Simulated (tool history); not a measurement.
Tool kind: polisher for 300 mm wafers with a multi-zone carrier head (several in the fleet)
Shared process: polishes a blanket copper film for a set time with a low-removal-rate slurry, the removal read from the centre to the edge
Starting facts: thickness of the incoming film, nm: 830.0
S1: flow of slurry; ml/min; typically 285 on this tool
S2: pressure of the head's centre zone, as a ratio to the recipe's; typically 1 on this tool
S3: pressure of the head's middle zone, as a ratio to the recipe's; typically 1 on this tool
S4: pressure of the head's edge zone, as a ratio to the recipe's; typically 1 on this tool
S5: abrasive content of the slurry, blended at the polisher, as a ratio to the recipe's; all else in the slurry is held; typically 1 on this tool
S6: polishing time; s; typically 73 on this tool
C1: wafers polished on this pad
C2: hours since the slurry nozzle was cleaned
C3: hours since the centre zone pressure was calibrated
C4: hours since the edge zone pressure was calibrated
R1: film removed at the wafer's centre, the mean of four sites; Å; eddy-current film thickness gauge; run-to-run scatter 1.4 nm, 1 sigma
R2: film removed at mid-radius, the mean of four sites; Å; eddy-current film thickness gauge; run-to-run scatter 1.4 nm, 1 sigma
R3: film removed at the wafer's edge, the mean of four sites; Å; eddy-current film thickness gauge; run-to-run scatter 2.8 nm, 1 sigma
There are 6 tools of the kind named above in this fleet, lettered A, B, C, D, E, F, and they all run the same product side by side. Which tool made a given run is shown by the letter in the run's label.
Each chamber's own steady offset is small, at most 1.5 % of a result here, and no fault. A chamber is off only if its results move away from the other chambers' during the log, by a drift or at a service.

At hour 3.2: chamber F: worn pad replaced by a new one.
Run 1E, hour 3.7: usual settings; C1 318; C2 166.5; C3 1370.7; C4 117.3. Result: R1 1994.5 Å, R2 1996 Å, R3 1925.4 Å.
Run 2B, hour 7.9: usual settings; C1 1217; C2 28.7; C3 428.8; C4 285.7. Result: R1 1990.8 Å, R2 2001.3 Å, R3 2018.9 Å.
At hour 8.6: chamber D: worn pad replaced by a new one.
Run 3A, hour 12.4: usual settings; C1 645; C2 430.3; C3 1155; C4 170.1. Result: R1 1950.9 Å, R2 1981.6 Å, R3 2033.6 Å.
Run 4F, hour 17.5: usual settings; C1 190; C2 234.1; C3 934.5; C4 297.8. Result: R1 2002.8 Å, R2 1964.3 Å, R3 1958.4 Å.
Run 5C, hour 20: usual settings; C1 1016; C2 486.2; C3 141.7; C4 176. Result: R1 1978.6 Å, R2 1962.5 Å, R3 2014.7 Å.
Run 6D, hour 24.9: usual settings; C1 216; C2 120.7; C3 59.5; C4 365.3. Result: R1 1930.5 Å, R2 1960.8 Å, R3 1935.4 Å.
Run 7B, hour 29.2: usual settings; C1 1499; C2 50; C3 450.1; C4 307. Result: R1 1993.8 Å, R2 2008.4 Å, R3 1995.4 Å.
At hour 29.8: chamber B: worn pad replaced by a new one.
Run 8F, hour 31.7: usual settings; C1 378; C2 248.3; C3 948.7; C4 312. Result: R1 1977.7 Å, R2 1985 Å, R3 1992.3 Å.
At hour 35.8: chamber C: worn pad replaced by a new one.
Run 9D, hour 36.8: usual settings but S4 1.06; C1 374; C2 132.6; C3 71.4; C4 377.2. Result: R1 1979.5 Å, R2 1989.6 Å, R3 2045.7 Å.
Run 10E, hour 40.7: usual settings but S4 1.06; C1 808; C2 203.5; C3 1407.7; C4 154.3. Result: R1 2007 Å, R2 1991.2 Å, R3 2022.1 Å.
Run 11A, hour 45.3: usual settings but S4 1.06; C1 1080; C2 463.2; C3 1187.9; C4 203. Result: R1 1967.5 Å, R2 1964.7 Å, R3 2035.3 Å.
Run 12C, hour 49: usual settings but S4 1.06; C1 174; C2 515.2; C3 170.7; C4 205. Result: R1 1989.6 Å, R2 1951.7 Å, R3 2106.8 Å.
At hour 52: chamber A: worn pad replaced by a new one.
Run 13B, hour 52.6: usual settings but S4 1.06; C1 302; C2 73.4; C3 473.5; C4 330.4. Result: R1 1972.7 Å, R2 2031.9 Å, R3 2013.7 Å.
Run 14C, hour 57: usual settings but S4 1.06; C1 280; C2 523.2; C3 178.7; C4 213. Result: R1 1980.9 Å, R2 1975.6 Å, R3 2090.3 Å.
Run 15F, hour 60.7: usual settings; C1 762; C2 277.3; C3 977.7; C4 341. Result: R1 1989 Å, R2 1997.5 Å, R3 1993.7 Å.
At hour 64.3: chamber E: centre zone pressure recalibrated.
Run 16E, hour 64.9: usual settings; C1 1128; C2 227.7; C3 0.6; C4 178.5. Result: R1 1991.6 Å, R2 1947.4 Å, R3 1911.3 Å.
Run 17A, hour 67.3: usual settings; C1 203; C2 485.2; C3 1209.9; C4 225. Result: R1 1963.6 Å, R2 1984.4 Å, R3 2025.2 Å.
Run 18D, hour 72.3: usual settings; C1 843; C2 168.1; C3 106.9; C4 412.7. Result: R1 1942 Å, R2 1929.5 Å, R3 1980.7 Å.
Run 19F, hour 76.7: usual settings; C1 974; C2 293.3; C3 993.7; C4 357. Result: R1 1988.9 Å, R2 1956.2 Å, R3 1921.5 Å.
Run 20B, hour 80.4: usual settings; C1 670; C2 101.2; C3 501.3; C4 358.2. Result: R1 1980.7 Å, R2 1987.6 Å, R3 2021.6 Å.
Run 21A, hour 85.3: usual settings but S1 250 ml/min; C1 441; C2 503.2; C3 1227.9; C4 243. Result: R1 1932.7 Å, R2 1931.9 Å, R3 1973.1 Å.
At hour 86.3: chamber A: centre zone pressure recalibrated.
Run 22D, hour 89.9: usual settings but S1 250 ml/min; C1 1076; C2 185.7; C3 124.5; C4 430.3. Result: R1 1926 Å, R2 1933.7 Å, R3 1952 Å.
Run 23E, hour 95: usual settings but S1 250 ml/min; C1 1527; C2 257.8; C3 30.7; C4 208.6. Result: R1 1931.3 Å, R2 1910.5 Å, R3 1880.4 Å.
Run 24C, hour 98.2: usual settings but S1 250 ml/min; C1 826; C2 564.4; C3 219.9; C4 254.2. Result: R1 1937.7 Å, R2 1938.1 Å, R3 2008.9 Å.
Run 25E, hour 103.3: usual settings but S1 250 ml/min; C1 1637; C2 266.1; C3 39; C4 216.9. Result: R1 1901.9 Å, R2 1870 Å, R3 1921 Å.
At hour 106.5: chamber B: centre zone pressure recalibrated.
Run 26D, hour 106.6: usual settings but S1 250 ml/min; C1 1298; C2 202.4; C3 141.2; C4 447. Result: R1 1890.8 Å, R2 1920.1 Å, R3 1961.1 Å.
At hour 106.8: chamber D: worn pad replaced by a new one.
At hour 109.3: chamber F: worn pad replaced by a new one.
Run 27F, hour 109.7: usual settings; C1 6; C2 326.3; C3 1026.7; C4 390. Result: R1 1988.4 Å, R2 2017.3 Å, R3 1941.9 Å.
Run 28A, hour 114.3: usual settings; C1 825; C2 532.2; C3 28.1; C4 272. Result: R1 1971 Å, R2 1968.6 Å, R3 1963.5 Å.
At hour 116.4: chamber B: worn pad replaced by a new one.
Run 29B, hour 118.1: usual settings; C1 23; C2 138.9; C3 11.7; C4 395.9. Result: R1 2011.6 Å, R2 2028.2 Å, R3 2001.2 Å.
Run 30C, hour 120.5: usual settings; C1 1121; C2 586.7; C3 242.2; C4 276.5. Result: R1 1974.9 Å, R2 1965.9 Å, R3 1990.9 Å.
At hour 124.8: chamber C: worn pad replaced by a new one.
Run 31D, hour 125.2: usual settings; C1 244; C2 221; C3 159.8; C4 465.6. Result: R1 1948.9 Å, R2 1958.8 Å, R3 1994.4 Å.
At hour 128.7: chamber E: slurry nozzle cleaned.
Run 32B, hour 129.9: usual settings; C1 179; C2 150.7; C3 23.5; C4 407.7. Result: R1 2016.4 Å, R2 2010 Å, R3 1987.5 Å.
Run 33F, hour 133.3: usual settings; C1 318; C2 349.9; C3 1050.3; C4 413.6. Result: R1 1999.9 Å, R2 1995.5 Å, R3 1937.8 Å.
Run 34A, hour 137.9: usual settings; C1 1138; C2 555.8; C3 51.7; C4 295.6. Result: R1 1971.5 Å, R2 1997.9 Å, R3 1974.9 Å.
Run 35C, hour 143.2: usual settings; C1 244; C2 609.4; C3 264.9; C4 299.2. Result: R1 1986.1 Å, R2 1958.1 Å, R3 1965.4 Å.
Run 36E, hour 148.3: usual settings; C1 2232; C2 19.7; C3 84; C4 261.9. Result: R1 1908.5 Å, R2 1871.2 Å, R3 1883.5 Å.
Run 37C, hour 152.3: usual settings; C1 364; C2 618.5; C3 274; C4 308.3. Result: R1 1978.8 Å, R2 1978.1 Å, R3 1956.3 Å.
At hour 156.8: chamber A: worn pad replaced by a new one.
Run 38B, hour 156.9: usual settings; C1 536; C2 177.7; C3 50.5; C4 434.7. Result: R1 2001.1 Å, R2 1991.2 Å, R3 1938.6 Å.
Run 39A, hour 160.1: usual settings but S3 1.04; C1 43; C2 578; C3 73.9; C4 317.8. Result: R1 1960.1 Å, R2 2074.3 Å, R3 2011.4 Å.
Run 40D, hour 164.8: usual settings but S3 1.04; C1 768; C2 260.6; C3 199.4; C4 505.2. Result: R1 1953.3 Å, R2 2039.4 Å, R3 1916.6 Å.

What goes on in this fleet: one chamber off, a drifting gauge, or nothing beyond the chambers' own small offsets? Name the chamber and the cause, if any.

It is chamber E that slowly wanders off from its peers.
What lies behind it: removal rate lost through wear of the pad, % = 5.93.

Below are 4 candidate recipes for chamber E's next run, each the usual settings with a change, their results shown as question marks. Which of them brings E's results back in line with what the other chambers give on the usual settings?
Allowed miss from the other chambers' usual-settings mean, per result, to count as in line: R1 50 Å; R2 47 Å; R3 96 Å
Run 41E-1, hour 168.8: usual settings but S1 280 ml/min, S2 1.02, S3 0.98, S6 65 s. Result: R1 ?, R2 ?, R3 ?.
Run 41E-2, hour 168.8: usual settings but S1 290 ml/min, S2 0.99, S3 1.02, S6 82 s. Result: R1 ?, R2 ?, R3 ?.
Run 41E-3, hour 168.8: usual settings but S2 1.01, S3 0.99, S6 69 s. Result: R1 ?, R2 ?, R3 ?.
Run 41E-4, hour 168.8: usual settings but S2 0.99, S3 1.01, S6 77 s. Result: R1 ?, R2 ?, R3 ?.

Mean of the other chambers on the usual settings: R1 1974.2 Å; R2 1978.4 Å; R3 1977.1 Å
  run      R1      R2      R3
41E-1  1693.4  1612.2  1661.1
41E-2  2075.5  2117.8  2100.1
41E-3  1781.8  1730.7  1765.5
41E-4    1945  1967.3  1969.7
The right change is 41E-4: it brings the chamber back within the allowed miss of the others.
